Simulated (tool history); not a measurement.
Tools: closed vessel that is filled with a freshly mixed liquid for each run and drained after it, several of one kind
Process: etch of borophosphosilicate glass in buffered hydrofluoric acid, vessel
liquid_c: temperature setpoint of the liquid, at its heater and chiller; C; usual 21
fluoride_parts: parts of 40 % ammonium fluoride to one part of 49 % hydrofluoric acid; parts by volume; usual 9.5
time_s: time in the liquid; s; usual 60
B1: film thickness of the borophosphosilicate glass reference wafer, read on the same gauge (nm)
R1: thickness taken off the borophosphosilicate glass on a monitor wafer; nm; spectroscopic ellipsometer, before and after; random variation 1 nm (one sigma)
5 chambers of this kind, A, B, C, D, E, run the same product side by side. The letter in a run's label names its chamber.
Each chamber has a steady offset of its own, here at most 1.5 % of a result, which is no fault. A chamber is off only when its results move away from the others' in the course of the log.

{"run": "1D", "day": 0.15, "liquid_c": 21, "fluoride_parts": 9.5, "time_s": 60, "B1": 130.0, "R1": 121.11}
{"run": "2E", "day": 0.383, "liquid_c": 21, "fluoride_parts": 9.5, "time_s": 60, "B1": 130.0, "R1": 122.7}
{"run": "3C", "day": 0.55, "liquid_c": 21, "fluoride_parts": 9.5, "time_s": 60, "B1": 130.01, "R1": 119.05}
{"run": "4A", "day": 0.762, "liquid_c": 21, "fluoride_parts": 9.5, "time_s": 60, "B1": 130.02, "R1": 120.24}
{"day": 0.775, "done": "chamber C: hydrofluoric acid flow meter replaced"}
{"run": "5B", "day": 0.9, "liquid_c": 21, "fluoride_parts": 9.5, "time_s": 60, "B1": 129.99, "R1": 120.34}
{"run": "6D", "day": 1.104, "liquid_c": 21, "fluoride_parts": 9.5, "time_s": 60, "B1": 130.02, "R1": 120.84}
{"run": "7B", "day": 1.296, "liquid_c": 21, "fluoride_parts": 6.5, "time_s": 60, "B1": 129.97, "R1": 173.65}
{"run": "8C", "day": 1.45, "liquid_c": 21, "fluoride_parts": 6.5, "time_s": 60, "B1": 130.04, "R1": 177.27}
{"run": "9A", "day": 1.558, "liquid_c": 21, "fluoride_parts": 6.5, "time_s": 60, "B1": 129.99, "R1": 178.17}
{"run": "10E", "day": 1.704, "liquid_c": 21, "fluoride_parts": 6.5, "time_s": 60, "B1": 130.0, "R1": 178.23}
{"run": "11E", "day": 1.917, "liquid_c": 21, "fluoride_parts": 6.5, "time_s": 60, "B1": 130.0, "R1": 175.18}
{"run": "12B", "day": 2.021, "liquid_c": 21, "fluoride_parts": 9.5, "time_s": 60, "B1": 129.98, "R1": 120.28}
{"day": 2.154, "done": "chamber D: hydrofluoric acid flow meter replaced"}
{"run": "13C", "day": 2.212, "liquid_c": 21, "fluoride_parts": 9.5, "time_s": 60, "B1": 129.99, "R1": 121.56}
{"run": "14A", "day": 2.45, "liquid_c": 21, "fluoride_parts": 13.0, "time_s": 60, "B1": 130.0, "R1": 91.689}
{"run": "15D", "day": 2.6, "liquid_c": 21, "fluoride_parts": 13.0, "time_s": 60, "B1": 130.01, "R1": 89.546}
{"run": "16E", "day": 2.754, "liquid_c": 21, "fluoride_parts": 13.0, "time_s": 60, "B1": 129.98, "R1": 89.953}
{"run": "17B", "day": 2.879, "liquid_c": 21, "fluoride_parts": 13.0, "time_s": 60, "B1": 129.99, "R1": 89.275}
{"run": "18A", "day": 3.079, "liquid_c": 21, "fluoride_parts": 13.0, "time_s": 60, "B1": 130.04, "R1": 94.463}
{"run": "19C", "day": 3.258, "liquid_c": 21, "fluoride_parts": 9.5, "time_s": 60, "B1": 130.0, "R1": 120.26}
{"run": "20D", "day": 3.408, "liquid_c": 21, "fluoride_parts": 9.5, "time_s": 60, "B1": 130.0, "R1": 117.81}
{"run": "21A", "day": 3.567, "liquid_c": 21, "fluoride_parts": 13.0, "time_s": 60, "B1": 130.02, "R1": 93.944}
{"run": "22D", "day": 3.704, "liquid_c": 21, "fluoride_parts": 13.0, "time_s": 60, "B1": 130.01, "R1": 89.892}
{"day": 3.838, "done": "chamber D: thermometer replaced"}
{"run": "23C", "day": 3.946, "liquid_c": 21, "fluoride_parts": 13.0, "time_s": 60, "B1": 130.0, "R1": 90.035}
{"run": "24E", "day": 4.188, "liquid_c": 21, "fluoride_parts": 13.0, "time_s": 60, "B1": 130.04, "R1": 91.495}
{"run": "25B", "day": 4.425, "liquid_c": 21, "fluoride_parts": 13.0, "time_s": 60, "B1": 130.02, "R1": 88.695}
{"run": "26B", "day": 4.588, "liquid_c": 21, "fluoride_parts": 9.5, "time_s": 60, "B1": 130.02, "R1": 119.65}
{"run": "27A", "day": 4.812, "liquid_c": 21, "fluoride_parts": 9.5, "time_s": 60, "B1": 130.01, "R1": 129.05}
{"run": "28C", "day": 4.942, "liquid_c": 21, "fluoride_parts": 9.5, "time_s": 60, "B1": 130.01, "R1": 120.85}
{"run": "29D", "day": 5.133, "liquid_c": 21, "fluoride_parts": 9.5, "time_s": 60, "B1": 129.99, "R1": 119.47}
{"run": "30E", "day": 5.371, "liquid_c": 21, "fluoride_parts": 9.5, "time_s": 60, "B1": 130.0, "R1": 122.67}
{"run": "31E", "day": 5.483, "liquid_c": 21, "fluoride_parts": 9.5, "time_s": 60, "B1": 130.01, "R1": 121.66}

What goes on in this fleet: one chamber off, a drifting gauge, or nothing beyond the chambers' own small offsets? Name the chamber and the cause, if any.

Chamber A drifts away from the others.
Cause: liquid hotter than its thermometer reads (K) = 1.42.
The log may not tell that from: hydrofluoric acid flow above the setpoint (%).

Here are 4 candidates for chamber A's next run, each the usual settings with a change, their results left as question marks. Which one brings its results back in line with what the others give on the usual settings?
In line means no further than this from the other chambers' mean on the usual settings: R1 3.600 nm
{"run": "32A-1", "day": 5.658, "liquid_c": 21, "fluoride_parts": 11.5, "time_s": 60, "R1": "?"}
{"run": "32A-2", "day": 5.658, "liquid_c": 21, "fluoride_parts": 9.5, "time_s": 55, "R1": "?"}
{"run": "32A-3", "day": 5.658, "liquid_c": 21, "fluoride_parts": 9.5, "time_s": 65, "R1": "?"}
{"run": "32A-4", "day": 5.658, "liquid_c": 22, "fluoride_parts": 8.5, "time_s": 60, "R1": "?"}

The other chambers' mean on the usual settings: R1 120.410 nm
run=32A-1 R1=109.450
run=32A-2 R1=118.880
run=32A-3 R1=140.500
run=32A-4 R1=150.930
32A-2 brings the chamber back in line.

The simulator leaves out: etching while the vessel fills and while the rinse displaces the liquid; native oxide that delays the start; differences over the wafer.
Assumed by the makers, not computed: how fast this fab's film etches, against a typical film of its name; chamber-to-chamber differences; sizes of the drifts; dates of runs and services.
